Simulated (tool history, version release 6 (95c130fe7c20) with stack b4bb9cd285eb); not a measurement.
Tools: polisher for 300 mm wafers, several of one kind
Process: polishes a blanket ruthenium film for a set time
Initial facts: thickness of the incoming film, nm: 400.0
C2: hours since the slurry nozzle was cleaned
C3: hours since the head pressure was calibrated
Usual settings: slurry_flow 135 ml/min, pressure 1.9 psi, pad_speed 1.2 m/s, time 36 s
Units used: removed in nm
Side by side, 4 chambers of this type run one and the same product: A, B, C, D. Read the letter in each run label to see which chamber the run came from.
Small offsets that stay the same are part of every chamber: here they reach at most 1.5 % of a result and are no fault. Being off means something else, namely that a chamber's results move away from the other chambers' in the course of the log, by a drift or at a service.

run 1A hour=6.4 | slurry_flow=135 pressure=1.9 pad_speed=1.2 time=36 | wafers_polished_on_this_pad=923 C2=131.2 C3=324.7 | removed=43.049
-- hour=10.4 chamber D: worn pad replaced by a new one
run 2C hour=11.7 | slurry_flow=135 pressure=1.9 pad_speed=1.2 time=36 | wafers_polished_on_this_pad=337 C2=55.2 C3=128.8 | removed=43.301
run 3D hour=19.9 | slurry_flow=135 pressure=1.9 pad_speed=1.2 time=36 | wafers_polished_on_this_pad=111 C2=91.2 C3=724.3 | removed=43.156
run 4B hour=31.2 | slurry_flow=135 pressure=1.9 pad_speed=1.2 time=36 | wafers_polished_on_this_pad=864 C2=347.4 C3=503 | removed=42.956
run 5A hour=36.9 | slurry_flow=120 pressure=1.7 pad_speed=1.2 time=36 | wafers_polished_on_this_pad=1279 C2=161.7 C3=355.2 | removed=37.421
-- hour=47.2 chamber B: worn pad replaced by a new one
run 6B hour=47.2 | slurry_flow=120 pressure=1.7 pad_speed=1.2 time=36 | wafers_polished_on_this_pad=0 C2=363.4 C3=519 | removed=37.412
-- hour=53.5 chamber C: worn pad replaced by a new one
-- hour=53.9 chamber A: worn pad replaced by a new one
run 7C hour=54 | slurry_flow=120 pressure=1.7 pad_speed=1.2 time=36 | wafers_polished_on_this_pad=6 C2=97.5 C3=171.1 | removed=37.577
run 8D hour=63.7 | slurry_flow=120 pressure=1.7 pad_speed=1.2 time=36 | wafers_polished_on_this_pad=622 C2=135 C3=768.1 | removed=37.37
run 9C hour=72.6 | slurry_flow=135 pressure=1.9 pad_speed=1.2 time=36 | wafers_polished_on_this_pad=224 C2=116.1 C3=189.7 | removed=44.283
-- hour=74.1 chamber D: worn pad replaced by a new one
run 10A hour=80.4 | slurry_flow=135 pressure=1.9 pad_speed=1.2 time=36 | wafers_polished_on_this_pad=310 C2=205.2 C3=398.7 | removed=43.614
run 11B hour=88.6 | slurry_flow=135 pressure=1.9 pad_speed=1.2 time=36 | wafers_polished_on_this_pad=483 C2=404.8 C3=560.4 | removed=43.104
run 12D hour=96 | slurry_flow=135 pressure=1.9 pad_speed=1.2 time=45 | wafers_polished_on_this_pad=255 C2=167.3 C3=800.4 | removed=53.536
-- hour=103.8 chamber B: slurry nozzle cleaned
run 13A hour=104.8 | slurry_flow=135 pressure=1.9 pad_speed=1.2 time=45 | wafers_polished_on_this_pad=594 C2=229.6 C3=423.1 | removed=54.604
run 14D hour=115.5 | slurry_flow=135 pressure=1.9 pad_speed=1.2 time=45 | wafers_polished_on_this_pad=483 C2=186.8 C3=819.9 | removed=53.964
-- hour=117.3 chamber C: worn pad replaced by a new one
run 15C hour=126.3 | slurry_flow=135 pressure=1.9 pad_speed=1.2 time=45 | wafers_polished_on_this_pad=105 C2=169.8 C3=243.4 | removed=54.787
-- hour=134.4 chamber D: worn pad replaced by a new one
run 16B hour=135.9 | slurry_flow=150 pressure=2.1 pad_speed=1.2 time=36 | wafers_polished_on_this_pad=1035 C2=32.1 C3=607.7 | removed=48.304
run 17C hour=141 | slurry_flow=150 pressure=2.1 pad_speed=1.2 time=36 | wafers_polished_on_this_pad=277 C2=184.5 C3=258.1 | removed=48.493
run 18B hour=150 | slurry_flow=150 pressure=2.1 pad_speed=1.2 time=36 | wafers_polished_on_this_pad=1199 C2=46.2 C3=621.8 | removed=49.039
-- hour=155.6 chamber A: worn pad replaced by a new one
-- hour=159.4 chamber B: worn pad replaced by a new one
run 19D hour=160.8 | slurry_flow=150 pressure=2.1 pad_speed=1.2 time=36 | wafers_polished_on_this_pad=308 C2=232.1 C3=865.2 | removed=47.986
run 20A hour=169.9 | slurry_flow=135 pressure=1.9 pad_speed=1.2 time=36 | wafers_polished_on_this_pad=167 C2=294.7 C3=488.2 | removed=44.89
-- hour=175.9 chamber A: slurry nozzle cleaned
run 21A hour=180.7 | slurry_flow=115 pressure=1.9 pad_speed=1.2 time=31 | wafers_polished_on_this_pad=293 C2=4.9 C3=499 | removed=37.081
-- hour=181.8 chamber C: worn pad replaced by a new one
run 22C hour=187.9 | slurry_flow=115 pressure=1.9 pad_speed=1.2 time=31 | wafers_polished_on_this_pad=72 C2=231.4 C3=305 | removed=36.585
-- hour=188.9 chamber D: worn pad replaced by a new one
-- hour=192.3 chamber B: head pressure recalibrated
run 23B hour=197.1 | slurry_flow=115 pressure=1.9 pad_speed=1.2 time=31 | wafers_polished_on_this_pad=439 C2=93.3 C3=4.8 | removed=35.494
run 24D hour=206.8 | slurry_flow=115 pressure=1.9 pad_speed=1.2 time=31 | wafers_polished_on_this_pad=209 C2=278.1 C3=911.2 | removed=35.26
run 25A hour=212.7 | slurry_flow=135 pressure=1.9 pad_speed=1.2 time=36 | wafers_polished_on_this_pad=666 C2=36.9 C3=531 | removed=44.653
run 26B hour=218.4 | slurry_flow=135 pressure=1.9 pad_speed=1.2 time=36 | wafers_polished_on_this_pad=688 C2=114.6 C3=26.1 | removed=43.227
run 27C hour=228 | slurry_flow=135 pressure=1.9 pad_speed=1.2 time=36 | wafers_polished_on_this_pad=540 C2=271.5 C3=345.1 | removed=44.348
run 28D hour=239.2 | slurry_flow=135 pressure=1.9 pad_speed=1.2 time=36 | wafers_polished_on_this_pad=587 C2=310.5 C3=943.6 | removed=43.263
-- hour=240.3 chamber D: worn pad replaced by a new one
-- hour=248.6 chamber B: worn pad replaced by a new one
run 29A hour=249.9 | slurry_flow=150 pressure=2.2 pad_speed=1.2 time=36 | wafers_polished_on_this_pad=1100 C2=74.1 C3=568.2 | removed=53.344
-- hour=254.5 chamber C: worn pad replaced by a new one
run 30D hour=257.9 | slurry_flow=150 pressure=2.2 pad_speed=1.2 time=36 | wafers_polished_on_this_pad=206 C2=329.2 C3=962.3 | removed=51.099
run 31B hour=263.5 | slurry_flow=150 pressure=2.2 pad_speed=1.2 time=36 | wafers_polished_on_this_pad=174 C2=159.7 C3=71.2 | removed=51.033
run 32C hour=273.3 | slurry_flow=150 pressure=2.2 pad_speed=1.2 time=36 | wafers_polished_on_this_pad=219 C2=316.8 C3=390.4 | removed=51.296
run 33D hour=279 | slurry_flow=135 pressure=1.9 pad_speed=1.2 time=36 | wafers_polished_on_this_pad=452 C2=350.3 C3=983.4 | removed=42.8
run 34C hour=287.8 | slurry_flow=135 pressure=1.9 pad_speed=1.2 time=36 | wafers_polished_on_this_pad=388 C2=331.3 C3=404.9 | removed=43.206

One chamber off, gauge drift, or nothing amiss beyond the chambers' own small offsets? If it is a chamber, which one, and what is the likeliest cause?

Little by little, chamber A moves away from the other chambers.
What lies behind it: head's pressure above its setpoint, % = 5.71.

Below are 4 candidate recipes for chamber A's next run, each the usual settings with a change, their results shown as question marks. Which of them brings A's results back in line with what the other chambers give on the usual settings?
Counts as in line when no further than this from what the other chambers average on the usual settings: removed 1.1 nm
run 35A-1 hour=296.2 | slurry_flow=135 pressure=1.9 pad_speed=1.2 time=38 | removed=?
run 35A-2 hour=296.2 | slurry_flow=135 pressure=1.9 pad_speed=1.18 time=36 | removed=?
run 35A-3 hour=296.2 | slurry_flow=135 pressure=1.9 pad_speed=1.16 time=35 | removed=?
run 35A-4 hour=296.2 | slurry_flow=135 pressure=1.9 pad_speed=1.22 time=36 | removed=?

Other chambers, usual settings, mean: removed 43.115 nm
run=35A-1 removed=48.395
run=35A-2 removed=45.079
run=35A-3 removed=43.079
run=35A-4 removed=46.617
35A-3 is the one that brings the chamber's results back in line with the other chambers.
